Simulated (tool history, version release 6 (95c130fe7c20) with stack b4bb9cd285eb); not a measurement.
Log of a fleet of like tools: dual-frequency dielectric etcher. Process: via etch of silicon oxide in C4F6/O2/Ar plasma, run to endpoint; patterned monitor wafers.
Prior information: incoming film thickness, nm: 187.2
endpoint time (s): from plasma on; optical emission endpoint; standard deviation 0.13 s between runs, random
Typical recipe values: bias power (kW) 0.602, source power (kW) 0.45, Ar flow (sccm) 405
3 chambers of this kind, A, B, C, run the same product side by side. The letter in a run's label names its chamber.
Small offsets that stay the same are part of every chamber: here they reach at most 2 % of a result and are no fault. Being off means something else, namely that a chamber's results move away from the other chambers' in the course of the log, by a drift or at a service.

{"day": 0.308, "done": "chamber B: wet clean of the chamber"}
{"run": "1A", "day": 0.383, "bias power (kW)": 0.602, "source power (kW)": 0.45, "Ar flow (sccm)": 405, "endpoint time (s)": 38.544}
{"run": "2C", "day": 1.046, "bias power (kW)": 0.602, "source power (kW)": 0.45, "Ar flow (sccm)": 405, "endpoint time (s)": 37.815}
{"run": "3B", "day": 1.492, "bias power (kW)": 0.602, "source power (kW)": 0.45, "Ar flow (sccm)": 405, "endpoint time (s)": 37.397}
{"run": "4C", "day": 2.025, "bias power (kW)": 0.602, "source power (kW)": 0.45, "Ar flow (sccm)": 405, "endpoint time (s)": 37.837}
{"run": "5A", "day": 2.496, "bias power (kW)": 0.602, "source power (kW)": 0.45, "Ar flow (sccm)": 471, "endpoint time (s)": 39.277}
{"run": "6B", "day": 3.017, "bias power (kW)": 0.602, "source power (kW)": 0.45, "Ar flow (sccm)": 471, "endpoint time (s)": 37.936}
{"run": "7C", "day": 3.438, "bias power (kW)": 0.602, "source power (kW)": 0.45, "Ar flow (sccm)": 471, "endpoint time (s)": 38.675}
{"run": "8B", "day": 3.921, "bias power (kW)": 0.602, "source power (kW)": 0.45, "Ar flow (sccm)": 405, "endpoint time (s)": 37.508}
{"run": "9A", "day": 4.429, "bias power (kW)": 0.602, "source power (kW)": 0.45, "Ar flow (sccm)": 405, "endpoint time (s)": 38.255}
{"run": "10A", "day": 5.046, "bias power (kW)": 0.602, "source power (kW)": 0.45, "Ar flow (sccm)": 405, "endpoint time (s)": 38.307}
{"run": "11C", "day": 5.625, "bias power (kW)": 0.602, "source power (kW)": 0.45, "Ar flow (sccm)": 405, "endpoint time (s)": 37.784}
{"run": "12B", "day": 6.075, "bias power (kW)": 0.602, "source power (kW)": 0.45, "Ar flow (sccm)": 405, "endpoint time (s)": 37.074}
{"run": "13C", "day": 6.462, "bias power (kW)": 0.602, "source power (kW)": 0.45, "Ar flow (sccm)": 405, "endpoint time (s)": 37.816}
{"day": 6.675, "done": "chamber C: wet clean of the chamber"}
{"run": "14B", "day": 7.088, "bias power (kW)": 0.602, "source power (kW)": 0.45, "Ar flow (sccm)": 405, "endpoint time (s)": 37.071}
{"run": "15A", "day": 7.417, "bias power (kW)": 0.602, "source power (kW)": 0.45, "Ar flow (sccm)": 405, "endpoint time (s)": 38.489}
{"run": "16B", "day": 7.896, "bias power (kW)": 0.602, "source power (kW)": 0.39, "Ar flow (sccm)": 405, "endpoint time (s)": 39.098}
{"run": "17A", "day": 8.192, "bias power (kW)": 0.602, "source power (kW)": 0.39, "Ar flow (sccm)": 405, "endpoint time (s)": 40.491}
{"day": 8.412, "done": "chamber A: wet clean of the chamber"}
{"run": "18C", "day": 8.621, "bias power (kW)": 0.602, "source power (kW)": 0.39, "Ar flow (sccm)": 405, "endpoint time (s)": 41.201}
{"run": "19A", "day": 9.079, "bias power (kW)": 0.602, "source power (kW)": 0.45, "Ar flow (sccm)": 405, "endpoint time (s)": 38.447}
{"run": "20B", "day": 9.575, "bias power (kW)": 0.602, "source power (kW)": 0.45, "Ar flow (sccm)": 405, "endpoint time (s)": 37.236}
{"run": "21C", "day": 9.992, "bias power (kW)": 0.602, "source power (kW)": 0.54, "Ar flow (sccm)": 405, "endpoint time (s)": 36.54}
{"run": "22B", "day": 10.312, "bias power (kW)": 0.602, "source power (kW)": 0.54, "Ar flow (sccm)": 405, "endpoint time (s)": 34.903}
{"run": "23C", "day": 10.638, "bias power (kW)": 0.602, "source power (kW)": 0.54, "Ar flow (sccm)": 405, "endpoint time (s)": 36.396}
{"run": "24A", "day": 10.925, "bias power (kW)": 0.602, "source power (kW)": 0.45, "Ar flow (sccm)": 405, "endpoint time (s)": 38.291}
{"run": "25C", "day": 11.421, "bias power (kW)": 0.602, "source power (kW)": 0.45, "Ar flow (sccm)": 405, "endpoint time (s)": 39.011}
{"run": "26B", "day": 11.812, "bias power (kW)": 0.602, "source power (kW)": 0.45, "Ar flow (sccm)": 405, "endpoint time (s)": 37.299}
{"run": "27A", "day": 12.321, "bias power (kW)": 0.602, "source power (kW)": 0.45, "Ar flow (sccm)": 405, "endpoint time (s)": 38.289}
{"run": "28B", "day": 12.742, "bias power (kW)": 0.602, "source power (kW)": 0.45, "Ar flow (sccm)": 405, "endpoint time (s)": 37.046}
{"run": "29C", "day": 13.175, "bias power (kW)": 0.602, "source power (kW)": 0.45, "Ar flow (sccm)": 405, "endpoint time (s)": 38.749}
{"run": "30A", "day": 13.583, "bias power (kW)": 0.602, "source power (kW)": 0.45, "Ar flow (sccm)": 405, "endpoint time (s)": 38.256}
{"day": 13.788, "done": "chamber C: Ar flow controller replaced"}
{"run": "31A", "day": 13.954, "bias power (kW)": 0.72, "source power (kW)": 0.53, "Ar flow (sccm)": 405, "endpoint time (s)": 33.68}
{"run": "32B", "day": 14.275, "bias power (kW)": 0.72, "source power (kW)": 0.53, "Ar flow (sccm)": 405, "endpoint time (s)": 32.858}
{"run": "33C", "day": 14.908, "bias power (kW)": 0.72, "source power (kW)": 0.53, "Ar flow (sccm)": 405, "endpoint time (s)": 34.241}
{"run": "34B", "day": 15.312, "bias power (kW)": 0.602, "source power (kW)": 0.45, "Ar flow (sccm)": 405, "endpoint time (s)": 37.294}
{"day": 15.446, "done": "chamber B: wet clean of the chamber"}
{"run": "35A", "day": 15.921, "bias power (kW)": 0.602, "source power (kW)": 0.45, "Ar flow (sccm)": 405, "endpoint time (s)": 38.457}
{"run": "36C", "day": 16.421, "bias power (kW)": 0.602, "source power (kW)": 0.45, "Ar flow (sccm)": 405, "endpoint time (s)": 39.084}
{"run": "37A", "day": 16.833, "bias power (kW)": 0.602, "source power (kW)": 0.45, "Ar flow (sccm)": 405, "endpoint time (s)": 38.404}
{"run": "38B", "day": 17.483, "bias power (kW)": 0.602, "source power (kW)": 0.45, "Ar flow (sccm)": 405, "endpoint time (s)": 37.277}
{"run": "39C", "day": 17.775, "bias power (kW)": 0.602, "source power (kW)": 0.45, "Ar flow (sccm)": 494, "endpoint time (s)": 39.87}
{"run": "40B", "day": 18.312, "bias power (kW)": 0.602, "source power (kW)": 0.45, "Ar flow (sccm)": 494, "endpoint time (s)": 38.017}
{"run": "41C", "day": 18.788, "bias power (kW)": 0.602, "source power (kW)": 0.45, "Ar flow (sccm)": 494, "endpoint time (s)": 39.617}

Each of the 3 chambers runs these same settings next. Fill in every chamber's results:
{"run": "42A", "day": 19.262, "bias power (kW)": 0.602, "source power (kW)": 0.45, "Ar flow (sccm)": 405, "endpoint time (s)": "?"}
{"run": "42B", "day": 19.262, "bias power (kW)": 0.602, "source power (kW)": 0.45, "Ar flow (sccm)": 405, "endpoint time (s)": "?"}
{"run": "42C", "day": 19.262, "bias power (kW)": 0.602, "source power (kW)": 0.45, "Ar flow (sccm)": 405, "endpoint time (s)": "?"}

run=42A endpoint_time_(s)=38.391
run=42B endpoint_time_(s)=37.265
run=42C endpoint_time_(s)=38.786

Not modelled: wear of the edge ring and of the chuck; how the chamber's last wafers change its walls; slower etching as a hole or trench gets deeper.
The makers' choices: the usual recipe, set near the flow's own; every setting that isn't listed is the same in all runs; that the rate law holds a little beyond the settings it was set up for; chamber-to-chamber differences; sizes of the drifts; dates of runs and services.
